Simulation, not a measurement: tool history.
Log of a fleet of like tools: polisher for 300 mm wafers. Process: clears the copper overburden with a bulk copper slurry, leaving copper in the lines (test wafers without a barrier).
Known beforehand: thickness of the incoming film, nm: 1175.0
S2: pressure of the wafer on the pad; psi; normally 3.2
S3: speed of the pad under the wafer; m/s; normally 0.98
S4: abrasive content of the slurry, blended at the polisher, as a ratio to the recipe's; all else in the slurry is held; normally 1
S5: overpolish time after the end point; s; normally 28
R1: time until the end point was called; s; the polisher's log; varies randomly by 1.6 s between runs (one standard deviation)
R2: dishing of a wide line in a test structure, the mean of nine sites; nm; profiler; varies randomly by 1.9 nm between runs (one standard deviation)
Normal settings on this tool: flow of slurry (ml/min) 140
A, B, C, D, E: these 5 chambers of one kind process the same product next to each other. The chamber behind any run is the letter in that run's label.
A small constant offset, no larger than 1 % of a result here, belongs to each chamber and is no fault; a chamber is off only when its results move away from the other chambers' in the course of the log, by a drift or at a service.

Run 1A, hour 9.1: usual settings. Result: R1 134.47 s, R2 113.130 nm.
Run 2E, hour 17.0: usual settings. Result: R1 132.94 s, R2 110.470 nm.
Run 3D, hour 31.3: usual settings. Result: R1 134.10 s, R2 109.480 nm.
At hour 32.8: chamber E: slurry blender recalibrated.
Run 4B, hour 40.2: usual settings. Result: R1 133.07 s, R2 113.070 nm.
At hour 51.0: chamber D: worn pad replaced by a new one.
Run 5C, hour 51.3: usual settings. Result: R1 133.97 s, R2 109.060 nm.
At hour 58.9: chamber D: slurry blender recalibrated.
Run 6E, hour 59.7: usual settings but flow of slurry (ml/min) 120, S2 3.8 psi. Result: R1 115.35 s, R2 125.660 nm.
At hour 64.8: chamber C: worn pad replaced by a new one.
Run 7D, hour 72.5: usual settings but flow of slurry (ml/min) 120, S2 3.8 psi. Result: R1 113.00 s, R2 127.030 nm.
At hour 82.7: chamber B: slurry blender recalibrated.
At hour 85.7: chamber A: head pressure recalibrated.
Run 8C, hour 85.9: usual settings but flow of slurry (ml/min) 120, S2 3.8 psi. Result: R1 114.64 s, R2 123.440 nm.
At hour 92.8: chamber E: worn pad replaced by a new one.
Run 9A, hour 101.0: usual settings but flow of slurry (ml/min) 120, S2 3.8 psi. Result: R1 114.54 s, R2 125.100 nm.
Run 10B, hour 108.2: usual settings but flow of slurry (ml/min) 120, S2 3.8 psi. Result: R1 115.59 s, R2 120.200 nm.
Run 11A, hour 121.1: usual settings. Result: R1 132.14 s, R2 108.670 nm.
At hour 128.0: chamber A: worn pad replaced by a new one.
At hour 133.7: chamber C: slurry blender recalibrated.
Run 12E, hour 135.3: usual settings. Result: R1 132.27 s, R2 113.340 nm.
At hour 144.1: chamber C: slurry nozzle cleaned.
Run 13B, hour 149.7: usual settings. Result: R1 136.47 s, R2 112.160 nm.
At hour 150.4: chamber A: slurry blender recalibrated.
Run 14C, hour 157.6: usual settings. Result: R1 131.79 s, R2 111.060 nm.
Run 15D, hour 172.8: usual settings. Result: R1 132.28 s, R2 115.410 nm.
At hour 174.8: chamber E: slurry nozzle cleaned.
Run 16E, hour 180.0: usual settings. Result: R1 132.02 s, R2 113.990 nm.
At hour 185.5: chamber E: slurry blender recalibrated.
At hour 192.5: chamber C: head pressure recalibrated.
Run 17B, hour 193.7: usual settings. Result: R1 133.41 s, R2 109.900 nm.
At hour 194.7: chamber D: slurry nozzle cleaned.
Run 18A, hour 200.6: usual settings. Result: R1 135.09 s, R2 114.010 nm.
At hour 203.9: chamber B: slurry blender recalibrated.
Run 19C, hour 208.2: usual settings. Result: R1 151.05 s, R2 103.350 nm.
At hour 214.5: chamber D: worn pad replaced by a new one.
Run 20D, hour 217.9: usual settings. Result: R1 131.71 s, R2 114.340 nm.
Run 21E, hour 228.3: usual settings. Result: R1 133.08 s, R2 114.020 nm.
Run 22B, hour 238.7: usual settings. Result: R1 132.16 s, R2 111.700 nm.
Run 23D, hour 251.6: usual settings. Result: R1 133.25 s, R2 110.090 nm.
At hour 260.0: chamber B: head pressure recalibrated.
At hour 260.8: chamber B: worn pad replaced by a new one.
Run 24A, hour 262.5: usual settings. Result: R1 129.65 s, R2 107.730 nm.
Run 25C, hour 270.4: usual settings. Result: R1 149.23 s, R2 99.409 nm.
At hour 271.4: chamber E: worn pad replaced by a new one.
Run 26D, hour 284.7: usual settings but S2 3.8 psi. Result: R1 111.18 s, R2 127.690 nm.
Run 27E, hour 296.6: usual settings but S2 3.8 psi. Result: R1 115.09 s, R2 125.910 nm.
At hour 307.7: chamber D: slurry blender recalibrated.
Run 28A, hour 308.6: usual settings but S2 3.8 psi. Result: R1 111.74 s, R2 127.510 nm.
Run 29C, hour 315.3: usual settings but S2 3.8 psi. Result: R1 126.25 s, R2 113.260 nm.
Run 30B, hour 324.1: usual settings but S2 3.8 psi. Result: R1 112.14 s, R2 123.320 nm.
Run 31D, hour 334.8: usual settings. Result: R1 132.44 s, R2 114.830 nm.
At hour 336.0: chamber B: slurry blender recalibrated.
Run 32A, hour 344.7: usual settings. Result: R1 130.55 s, R2 111.750 nm.
At hour 347.3: chamber E: slurry blender recalibrated.
Run 33E, hour 352.0: usual settings but flow of slurry (ml/min) 185, S5 42 s. Result: R1 125.80 s, R2 135.100 nm.
Run 34B, hour 362.1: usual settings but flow of slurry (ml/min) 185, S5 42 s. Result: R1 128.23 s, R2 134.470 nm.
Run 35C, hour 373.1: usual settings but flow of slurry (ml/min) 185, S5 42 s. Result: R1 143.48 s, R2 124.810 nm.

Has any chamber moved away from the others, gradually or after a service, or does the common gauge drift, or do the chambers differ only by their own small steady offsets? State the chamber and the most likely cause if one applies.

A service on chamber C put it out of line with the rest.
Most likely cause: head's pressure below its setpoint, % = 11.5.

Which of the 4 candidates below, each the usual settings with something changed and its results left as question marks, puts chamber C back in line with what the other chambers give on the usual settings?
Maximum distance from the other chambers' mean on the usual settings for a result to count as in line: R1 5.70 s; R2 6.700 nm
Run 36C-1, hour 384.0: usual settings but S2 3.4 psi, S3 1.04 m/s, S5 29 s. Result: R1 ?, R2 ?.
Run 36C-2, hour 384.0: usual settings but S2 3.0 psi, S3 0.92 m/s, S5 27 s. Result: R1 ?, R2 ?.
Run 36C-3, hour 384.0: usual settings but flow of slurry (ml/min) 145, S2 3.7 psi, S3 1.12 m/s, S5 31 s. Result: R1 ?, R2 ?.
Run 36C-4, hour 384.0: usual settings but flow of slurry (ml/min) 135, S2 2.8 psi, S3 0.86 m/s, S5 26 s. Result: R1 ?, R2 ?.

Usual-settings mean across the other chambers: R1 132.56 s; R2 112.360 nm
  run      R1       R2
36C-1  132.05  111.110
36C-2  169.81   91.659
36C-3  111.71  125.140
36C-4  196.43   81.196
36C-1 brings the chamber back in line.

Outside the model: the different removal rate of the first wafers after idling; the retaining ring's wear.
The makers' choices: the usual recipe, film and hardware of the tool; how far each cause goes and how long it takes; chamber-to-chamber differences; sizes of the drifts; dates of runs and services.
